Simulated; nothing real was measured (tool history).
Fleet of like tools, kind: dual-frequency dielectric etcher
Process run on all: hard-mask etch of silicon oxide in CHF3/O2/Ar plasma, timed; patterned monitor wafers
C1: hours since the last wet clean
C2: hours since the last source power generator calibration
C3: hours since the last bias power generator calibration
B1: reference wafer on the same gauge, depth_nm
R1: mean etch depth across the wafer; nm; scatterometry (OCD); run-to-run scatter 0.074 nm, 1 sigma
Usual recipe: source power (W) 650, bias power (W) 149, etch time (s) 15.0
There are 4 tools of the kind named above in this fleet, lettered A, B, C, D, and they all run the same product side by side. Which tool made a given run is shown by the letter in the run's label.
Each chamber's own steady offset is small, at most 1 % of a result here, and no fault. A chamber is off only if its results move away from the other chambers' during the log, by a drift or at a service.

Run 1B, hour 5.6: usual settings; C1 414.2; C2 59.0; C3 866.4; B1 32.593. Result: R1 28.357 nm.
Run 2D, hour 9.6: usual settings; C1 500.8; C2 2020.2; C3 1768.8; B1 32.615. Result: R1 28.514 nm.
Run 3C, hour 16.2: usual settings; C1 279.6; C2 1468.6; C3 645.6; B1 32.598. Result: R1 28.753 nm.
Run 4A, hour 21.7: usual settings; C1 444.8; C2 1012.1; C3 1667.3; B1 32.600. Result: R1 28.941 nm.
Run 5B, hour 26.0: usual settings but bias power (W) 176; C1 434.6; C2 79.4; C3 886.8; B1 32.584. Result: R1 29.949 nm.
Run 6A, hour 29.8: usual settings but bias power (W) 176; C1 452.9; C2 1020.2; C3 1675.4; B1 32.583. Result: R1 30.521 nm.
Run 7D, hour 36.2: usual settings but bias power (W) 176; C1 527.4; C2 2046.8; C3 1795.4; B1 32.588. Result: R1 30.012 nm.
At hour 38.0: chamber D: wet clean of the chamber.
Run 8C, hour 41.8: usual settings but bias power (W) 176; C1 305.2; C2 1494.2; C3 671.2; B1 32.608. Result: R1 30.485 nm.
Run 9A, hour 48.4: usual settings but bias power (W) 163; C1 471.5; C2 1038.8; C3 1694.0; B1 32.583. Result: R1 29.834 nm.
Run 10C, hour 52.9: usual settings but bias power (W) 163; C1 316.3; C2 1505.3; C3 682.3; B1 32.568. Result: R1 29.719 nm.
Run 11B, hour 58.1: usual settings but bias power (W) 163; C1 466.7; C2 111.5; C3 918.9; B1 32.619. Result: R1 29.255 nm.
Run 12D, hour 63.4: usual settings but bias power (W) 163; C1 25.5; C2 2074.0; C3 1822.6; B1 32.577. Result: R1 29.391 nm.
At hour 65.7: chamber B: wet clean of the chamber.
Run 13D, hour 69.9: usual settings; C1 32.0; C2 2080.5; C3 1829.1; B1 32.618. Result: R1 28.611 nm.
Run 14C, hour 75.7: usual settings; C1 339.1; C2 1528.1; C3 705.1; B1 32.611. Result: R1 28.928 nm.
Run 15B, hour 79.9: usual settings but bias power (W) 137, etch time (s) 16.5; C1 14.3; C2 133.3; C3 940.7; B1 32.610. Result: R1 30.296 nm.
Run 16A, hour 85.9: usual settings but bias power (W) 137, etch time (s) 16.5; C1 509.0; C2 1076.3; C3 1731.5; B1 32.591. Result: R1 31.138 nm.
Run 17D, hour 90.2: usual settings but bias power (W) 137, etch time (s) 16.5; C1 52.3; C2 2100.8; C3 1849.4; B1 32.616. Result: R1 30.697 nm.
Run 18B, hour 96.8: usual settings but bias power (W) 137, etch time (s) 16.5; C1 31.2; C2 150.2; C3 957.6; B1 32.589. Result: R1 30.354 nm.
Run 19A, hour 102.7: usual settings; C1 525.8; C2 1093.1; C3 1748.3; B1 32.591. Result: R1 28.861 nm.
Run 20C, hour 108.2: usual settings; C1 371.6; C2 1560.6; C3 737.6; B1 32.626. Result: R1 29.098 nm.
Run 21A, hour 112.2: usual settings but source power (W) 570; C1 535.3; C2 1102.6; C3 1757.8; B1 32.601. Result: R1 27.450 nm.
Run 22B, hour 117.7: usual settings but source power (W) 570; C1 52.1; C2 171.1; C3 978.5; B1 32.591. Result: R1 27.020 nm.
Run 23C, hour 124.4: usual settings but source power (W) 570; C1 387.8; C2 1576.8; C3 753.8; B1 32.602. Result: R1 27.580 nm.
At hour 126.9: chamber A: wet clean of the chamber.
Run 24D, hour 128.4: usual settings but source power (W) 570; C1 90.5; C2 2139.0; C3 1887.6; B1 32.604. Result: R1 27.231 nm.
Run 25C, hour 134.3: usual settings; C1 397.7; C2 1586.7; C3 763.7; B1 32.619. Result: R1 29.084 nm.
Run 26B, hour 138.4: usual settings; C1 72.8; C2 191.8; C3 999.2; B1 32.603. Result: R1 28.290 nm.
Run 27A, hour 142.4: usual settings; C1 15.5; C2 1132.8; C3 1788.0; B1 32.613. Result: R1 28.885 nm.
Run 28D, hour 145.4: usual settings; C1 107.5; C2 2156.0; C3 1904.6; B1 32.606. Result: R1 28.580 nm.
Run 29D, hour 151.3: usual settings; C1 113.4; C2 2161.9; C3 1910.5; B1 32.602. Result: R1 28.636 nm.
Run 30B, hour 156.7: usual settings; C1 91.1; C2 210.1; C3 1017.5; B1 32.613. Result: R1 28.441 nm.
Run 31C, hour 159.9: usual settings; C1 423.3; C2 1612.3; C3 789.3; B1 32.597. Result: R1 29.166 nm.
Run 32A, hour 163.7: usual settings but source power (W) 790, bias power (W) 184; C1 36.8; C2 1154.1; C3 1809.3; B1 32.607. Result: R1 33.614 nm.
Run 33A, hour 169.1: usual settings but source power (W) 790, bias power (W) 184; C1 42.2; C2 1159.5; C3 1814.7; B1 32.600. Result: R1 33.594 nm.
Run 34C, hour 173.5: usual settings but source power (W) 790, bias power (W) 184; C1 436.9; C2 1625.9; C3 802.9; B1 32.611. Result: R1 33.644 nm.

Next, all 4 chambers run the settings below, one line each with question marks for the results. What does each chamber give?
Run 35A, hour 178.3: usual settings. Result: R1 ?.
Run 35B, hour 178.3: usual settings. Result: R1 ?.
Run 35C, hour 178.3: usual settings. Result: R1 ?.
Run 35D, hour 178.3: usual settings. Result: R1 ?.

run      R1
35A  28.894
35B  28.401
35C  29.039
35D  28.474
